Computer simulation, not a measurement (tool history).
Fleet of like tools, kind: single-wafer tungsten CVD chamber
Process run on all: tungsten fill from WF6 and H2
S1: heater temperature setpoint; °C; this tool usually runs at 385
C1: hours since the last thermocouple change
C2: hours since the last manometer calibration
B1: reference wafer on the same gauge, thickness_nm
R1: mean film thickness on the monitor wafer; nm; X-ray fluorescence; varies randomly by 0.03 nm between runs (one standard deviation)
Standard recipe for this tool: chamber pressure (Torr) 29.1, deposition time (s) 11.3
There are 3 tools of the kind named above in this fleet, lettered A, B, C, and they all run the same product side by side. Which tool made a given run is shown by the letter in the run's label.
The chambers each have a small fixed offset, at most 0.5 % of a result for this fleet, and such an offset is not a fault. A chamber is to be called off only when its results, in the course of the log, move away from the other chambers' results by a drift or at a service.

{"run": "1A", "hour": 5.6, "S1": 385, "chamber pressure (Torr)": 29.1, "deposition time (s)": 11.3, "C1": 1036.8, "C2": 54.5, "B1": 22.605, "R1": 24.128}
{"run": "2C", "hour": 10.3, "S1": 385, "chamber pressure (Torr)": 29.1, "deposition time (s)": 11.3, "C1": 1006.6, "C2": 880.4, "B1": 22.604, "R1": 24.148}
{"run": "3B", "hour": 19.3, "S1": 385, "chamber pressure (Torr)": 29.1, "deposition time (s)": 11.3, "C1": 731.9, "C2": 1935.1, "B1": 22.606, "R1": 24.118}
{"run": "4A", "hour": 29.4, "S1": 385, "chamber pressure (Torr)": 29.1, "deposition time (s)": 11.3, "C1": 1060.6, "C2": 78.3, "B1": 22.617, "R1": 24.146}
{"run": "5B", "hour": 37.7, "S1": 385, "chamber pressure (Torr)": 29.1, "deposition time (s)": 11.3, "C1": 750.3, "C2": 1953.5, "B1": 22.623, "R1": 24.204}
{"run": "6C", "hour": 43.4, "S1": 385, "chamber pressure (Torr)": 29.1, "deposition time (s)": 11.3, "C1": 1039.7, "C2": 913.5, "B1": 22.62, "R1": 24.134}
{"run": "7B", "hour": 49.1, "S1": 385, "chamber pressure (Torr)": 29.1, "deposition time (s)": 11.3, "C1": 761.7, "C2": 1964.9, "B1": 22.629, "R1": 24.177}
{"run": "8C", "hour": 59.7, "S1": 385, "chamber pressure (Torr)": 29.1, "deposition time (s)": 11.3, "C1": 1056, "C2": 929.8, "B1": 22.638, "R1": 24.184}
{"run": "9A", "hour": 70.0, "S1": 385, "chamber pressure (Torr)": 29.1, "deposition time (s)": 11.3, "C1": 1101.2, "C2": 118.9, "B1": 22.636, "R1": 24.188}
{"run": "10A", "hour": 77.0, "S1": 385, "chamber pressure (Torr)": 29.1, "deposition time (s)": 11.3, "C1": 1108.2, "C2": 125.9, "B1": 22.645, "R1": 24.167}
{"run": "11C", "hour": 84.1, "S1": 385, "chamber pressure (Torr)": 29.1, "deposition time (s)": 11.3, "C1": 1080.4, "C2": 954.2, "B1": 22.65, "R1": 24.175}
{"run": "12B", "hour": 89.4, "S1": 385, "chamber pressure (Torr)": 29.1, "deposition time (s)": 11.3, "C1": 802, "C2": 2005.2, "B1": 22.655, "R1": 24.203}
{"run": "13A", "hour": 94.1, "S1": 385, "chamber pressure (Torr)": 29.1, "deposition time (s)": 11.3, "C1": 1125.3, "C2": 143, "B1": 22.66, "R1": 24.165}
{"run": "14B", "hour": 99.3, "S1": 385, "chamber pressure (Torr)": 29.1, "deposition time (s)": 11.3, "C1": 811.9, "C2": 2015.1, "B1": 22.654, "R1": 24.212}
{"run": "15C", "hour": 107.9, "S1": 385, "chamber pressure (Torr)": 29.1, "deposition time (s)": 11.3, "C1": 1104.2, "C2": 978, "B1": 22.664, "R1": 24.197}
{"run": "16B", "hour": 112.9, "S1": 394, "chamber pressure (Torr)": 29.1, "deposition time (s)": 9.1, "C1": 825.5, "C2": 2028.7, "B1": 22.666, "R1": 23.16}
{"run": "17C", "hour": 122.5, "S1": 394, "chamber pressure (Torr)": 29.1, "deposition time (s)": 9.1, "C1": 1118.8, "C2": 992.6, "B1": 22.674, "R1": 23.287}
{"run": "18A", "hour": 127.8, "S1": 394, "chamber pressure (Torr)": 29.1, "deposition time (s)": 9.1, "C1": 1159, "C2": 176.7, "B1": 22.671, "R1": 23.168}
{"run": "19C", "hour": 137.3, "S1": 385, "chamber pressure (Torr)": 29.1, "deposition time (s)": 12.1, "C1": 1133.6, "C2": 1007.4, "B1": 22.681, "R1": 25.97}
{"run": "20B", "hour": 142.9, "S1": 385, "chamber pressure (Torr)": 29.1, "deposition time (s)": 12.1, "C1": 855.5, "C2": 2058.7, "B1": 22.694, "R1": 25.969}
{"run": "21A", "hour": 148.7, "S1": 385, "chamber pressure (Torr)": 29.1, "deposition time (s)": 12.1, "C1": 1179.9, "C2": 197.6, "B1": 22.69, "R1": 25.923}
{"run": "22C", "hour": 157.8, "S1": 385, "chamber pressure (Torr)": 29.1, "deposition time (s)": 11.3, "C1": 1154.1, "C2": 1027.9, "B1": 22.696, "R1": 24.248}
{"run": "23A", "hour": 166.9, "S1": 385, "chamber pressure (Torr)": 29.1, "deposition time (s)": 11.3, "C1": 1198.1, "C2": 215.8, "B1": 22.696, "R1": 24.282}
{"run": "24B", "hour": 176.6, "S1": 385, "chamber pressure (Torr)": 29.1, "deposition time (s)": 11.3, "C1": 889.2, "C2": 2092.4, "B1": 22.704, "R1": 24.29}
{"run": "25C", "hour": 185.9, "S1": 385, "chamber pressure (Torr)": 29.1, "deposition time (s)": 11.3, "C1": 1182.2, "C2": 1056, "B1": 22.718, "R1": 24.244}

Does one chamber stand apart from the rest, does the shared gauge drift, or is all well apart from small per-chamber offsets? Give the chamber and the most likely cause, where there is one.

The shared gauge is drifting. All chambers look as if they move in step, but none is off.
Most likely cause: gauge reads high (%) = 0.512.
